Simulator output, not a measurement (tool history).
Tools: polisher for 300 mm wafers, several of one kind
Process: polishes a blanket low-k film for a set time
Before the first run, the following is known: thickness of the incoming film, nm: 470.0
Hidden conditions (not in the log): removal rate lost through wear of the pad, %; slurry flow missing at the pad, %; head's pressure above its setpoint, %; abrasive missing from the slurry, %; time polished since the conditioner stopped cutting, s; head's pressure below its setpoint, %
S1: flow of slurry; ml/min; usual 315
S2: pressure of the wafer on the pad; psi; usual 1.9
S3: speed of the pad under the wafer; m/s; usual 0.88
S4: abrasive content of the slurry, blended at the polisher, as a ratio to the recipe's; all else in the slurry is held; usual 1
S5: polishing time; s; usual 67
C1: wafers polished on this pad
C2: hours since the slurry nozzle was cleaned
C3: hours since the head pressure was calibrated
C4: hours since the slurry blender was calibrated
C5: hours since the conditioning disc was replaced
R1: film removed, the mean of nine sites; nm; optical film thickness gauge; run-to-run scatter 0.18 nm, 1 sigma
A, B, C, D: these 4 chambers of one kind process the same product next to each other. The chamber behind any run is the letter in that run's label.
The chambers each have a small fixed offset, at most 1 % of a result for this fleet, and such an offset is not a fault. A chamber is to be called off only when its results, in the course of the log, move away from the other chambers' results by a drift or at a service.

At hour 4.6: chamber C: slurry nozzle cleaned.
Run 1C, hour 5.5: usual settings; C1 550; C2 0.9; C3 186.1; C4 175.3; C5 107.3. Result: R1 24.020 nm.
At hour 8.3: chamber B: slurry blender recalibrated.
Run 2B, hour 10.5: usual settings; C1 368; C2 903.5; C3 577.0; C4 2.3; C5 77.2. Result: R1 24.019 nm.
At hour 13.0: chamber D: worn pad replaced by a new one.
At hour 13.2: chamber C: worn pad replaced by a new one.
Run 3D, hour 15.9: usual settings; C1 28; C2 654.2; C3 780.5; C4 139.5; C5 261.5. Result: R1 24.420 nm.
Run 4A, hour 22.2: usual settings; C1 587; C2 281.4; C3 645.7; C4 539.9; C5 29.1. Result: R1 24.112 nm.
At hour 22.4: chamber B: slurry nozzle cleaned.
Run 5B, hour 27.0: usual settings; C1 532; C2 4.6; C3 593.5; C4 18.8; C5 93.7. Result: R1 23.912 nm.
Run 6A, hour 33.2: usual settings but S3 0.78 m/s; C1 697; C2 292.4; C3 656.7; C4 550.9; C5 40.1. Result: R1 21.883 nm.
At hour 33.6: chamber B: worn pad replaced by a new one.
At hour 34.9: chamber A: slurry blender recalibrated.
Run 7D, hour 36.8: usual settings but S3 0.78 m/s; C1 237; C2 675.1; C3 801.4; C4 160.4; C5 282.4. Result: R1 21.838 nm.
Run 8C, hour 41.6: usual settings but S3 0.78 m/s; C1 283; C2 37.0; C3 222.2; C4 211.4; C5 143.4. Result: R1 21.973 nm.
Run 9D, hour 46.5: usual settings but S3 0.78 m/s; C1 333; C2 684.8; C3 811.1; C4 170.1; C5 292.1. Result: R1 21.997 nm.
Run 10C, hour 50.7: usual settings; C1 374; C2 46.1; C3 231.3; C4 220.5; C5 152.5. Result: R1 23.928 nm.
Run 11A, hour 56.9: usual settings; C1 933; C2 316.1; C3 680.4; C4 22.1; C5 63.8. Result: R1 23.908 nm.
Run 12B, hour 64.2: usual settings but S3 0.78 m/s; C1 305; C2 41.8; C3 630.7; C4 56.0; C5 130.9. Result: R1 21.714 nm.
Run 13B, hour 68.1: usual settings but S3 0.78 m/s; C1 344; C2 45.7; C3 634.6; C4 59.9; C5 134.8. Result: R1 21.764 nm.
Run 14A, hour 72.3: usual settings but S3 0.78 m/s; C1 1086; C2 331.5; C3 695.8; C4 37.5; C5 79.2. Result: R1 21.674 nm.
Run 15D, hour 76.4: usual settings but S3 0.78 m/s; C1 632; C2 714.7; C3 841.0; C4 200.0; C5 322.0. Result: R1 21.792 nm.
At hour 76.9: chamber C: worn pad replaced by a new one.
Run 16C, hour 79.8: usual settings; C1 29; C2 75.2; C3 260.4; C4 249.6; C5 181.6. Result: R1 24.108 nm.
At hour 82.3: chamber D: worn pad replaced by a new one.
Run 17B, hour 86.8: usual settings; C1 530; C2 64.4; C3 653.3; C4 78.6; C5 153.5. Result: R1 23.747 nm.
At hour 90.1: chamber B: worn pad replaced by a new one.
Run 18C, hour 90.1: usual settings but S1 365 ml/min, S3 0.60 m/s; C1 131; C2 85.5; C3 270.7; C4 259.9; C5 191.9. Result: R1 17.848 nm.
At hour 90.4: chamber A: worn pad replaced by a new one.
At hour 92.0: chamber D: head pressure recalibrated.
At hour 96.1: chamber D: conditioning disc replaced and pad reconditioned.
Run 19A, hour 97.7: usual settings but S1 365 ml/min, S3 0.60 m/s; C1 73; C2 356.9; C3 721.2; C4 62.9; C5 104.6. Result: R1 17.604 nm.
Run 20D, hour 101.9: usual settings but S1 365 ml/min, S3 0.60 m/s; C1 195; C2 740.2; C3 9.9; C4 225.5; C5 5.9. Result: R1 16.459 nm.
Run 21B, hour 109.2: usual settings but S1 365 ml/min, S3 0.60 m/s; C1 191; C2 86.8; C3 675.7; C4 101.0; C5 175.9. Result: R1 17.857 nm.
At hour 112.5: chamber D: slurry nozzle cleaned.
Run 22A, hour 116.9: usual settings but S5 49 s; C1 264; C2 376.1; C3 740.4; C4 82.1; C5 123.8. Result: R1 17.276 nm.
Run 23D, hour 120.6: usual settings but S5 49 s; C1 382; C2 8.1; C3 28.6; C4 244.2; C5 24.6. Result: R1 15.755 nm.
At hour 122.9: chamber C: slurry blender recalibrated.
Run 24C, hour 124.5: usual settings but S5 49 s; C1 474; C2 119.9; C3 305.1; C4 1.6; C5 226.3. Result: R1 17.660 nm.
Run 25C, hour 128.7: usual settings but S5 49 s; C1 516; C2 124.1; C3 309.3; C4 5.8; C5 230.5. Result: R1 17.664 nm.
At hour 136.2: chamber B: conditioning disc replaced and pad reconditioned.
Run 26D, hour 136.3: usual settings; C1 538; C2 23.8; C3 44.3; C4 259.9; C5 40.3. Result: R1 21.779 nm.
At hour 141.2: chamber B: worn pad replaced by a new one.
Run 27B, hour 143.6: usual settings; C1 23; C2 121.2; C3 710.1; C4 135.4; C5 7.4. Result: R1 24.201 nm.
Run 28A, hour 147.7: usual settings; C1 571; C2 406.9; C3 771.2; C4 112.9; C5 154.6. Result: R1 23.869 nm.
Run 29A, hour 155.3: usual settings; C1 647; C2 414.5; C3 778.8; C4 120.5; C5 162.2. Result: R1 23.931 nm.

Read the log: is a single chamber off, either drifting away or since a service, is the gauge that measures every chamber drifting, or is nothing wrong beyond small per-chamber offsets? Name any odd chamber and what most likely caused it.

Chamber D has stood off from the others ever since a service on it.
Cause: head's pressure below its setpoint, % = 8.91.

Below are 4 candidate recipes for chamber D's next run, each the usual settings with a change, their results shown as question marks. Which of them brings D's results back in line with what the other chambers give on the usual settings?
Counts as in line when no further than this from what the other chambers average on the usual settings: R1 0.650 nm
Run 30D-1, hour 160.8: usual settings but S1 300 ml/min, S4 0.85. Result: R1 ?.
Run 30D-2, hour 160.8: usual settings but S2 2.0 psi, S3 0.92 m/s, S5 71 s. Result: R1 ?.
Run 30D-3, hour 160.8: usual settings but S3 0.84 m/s, S4 0.95, S5 62 s. Result: R1 ?.
Run 30D-4, hour 160.8: usual settings but S2 2.0 psi, S3 0.90 m/s, S5 69 s. Result: R1 ?.

The mean the other chambers reach with the usual settings: R1 24.015 nm
  run      R1
30D-1  20.056
30D-2  25.171
30D-3  18.977
30D-4  24.042
Change 30D-4 lands the chamber within the allowed miss of the other chambers.
